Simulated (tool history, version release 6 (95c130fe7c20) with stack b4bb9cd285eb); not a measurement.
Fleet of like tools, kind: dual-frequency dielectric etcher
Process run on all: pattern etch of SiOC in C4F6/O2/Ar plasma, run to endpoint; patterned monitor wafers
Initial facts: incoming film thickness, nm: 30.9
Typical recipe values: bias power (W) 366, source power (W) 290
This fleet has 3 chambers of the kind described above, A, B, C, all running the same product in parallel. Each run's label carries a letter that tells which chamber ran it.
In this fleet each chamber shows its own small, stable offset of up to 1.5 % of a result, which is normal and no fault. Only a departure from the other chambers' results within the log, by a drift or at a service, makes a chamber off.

run   hour  bias power (W)  source power (W)  endpoint time (s)
 1A    8.9             366               290              13.29
 2B   19.2             366               290             13.083
 3C   28.3             366               290             13.528
 4A   40.6             366               290             13.262
 5C   51.5             366               290             13.131
 6B   63.1             366               290             13.238
      64.1  -- chamber C: source power generator calibrated
 7C     71             366               290             13.376
 8B   82.5             366               290             13.157
 9A   95.2             366               290             13.283
10A  103.2             366               290              13.16
11C  112.1             366               320             12.827
12B  117.8             366               320             12.742
13B  130.4             366               320              12.68
14A  135.9             366               340             12.421
15C  145.2             366               340             12.597
16A    154             366               340             12.558
17B  164.3             366               290             13.187
     168.6  -- chamber B: source power generator calibrated
18C  174.6             366               290             13.232
19C  181.1             366               290             13.371
20B  188.4             366               290             13.353
21A  200.2             366               290             13.274
22A  205.7             366               290             13.333
23B  218.3             366               290             13.209
     222.8  -- chamber C: wet clean of the chamber
24C  225.8             366               290             13.369
25B  235.4             366               290             13.246
26A  245.7             366               290             13.478
     252.6  -- chamber B: wet clean of the chamber
27C  256.7             366               290             13.409
28C  262.6             366               290             13.322
29B  270.2             366               290             13.235
30A  280.9             366               290             13.717
31B  287.9             366               290             13.211
32A  300.2             410               290             13.175
33C  310.9             410               290             12.841
34A  316.6             410               290             13.033
35C  326.3             366               290             13.375
36B  332.9             366               290             13.307
37A  342.7             366               290             13.926
38C  352.6             366               290               13.4
39B  362.9             366               290             13.318
40C  372.6             366               290             13.307
41A  382.4             366               290             13.725
42B    392             366               290             13.184
43A  399.3             366               290             13.847

Next, all 3 chambers run the settings below, one line each with question marks for the results. What does each chamber give?
44A  408.4             312               290                  ?
44B  408.4             312               290                  ?
44C  408.4             312               290                  ?

run  endpoint time (s)
44A             14.799
44B             14.026
44C             14.073
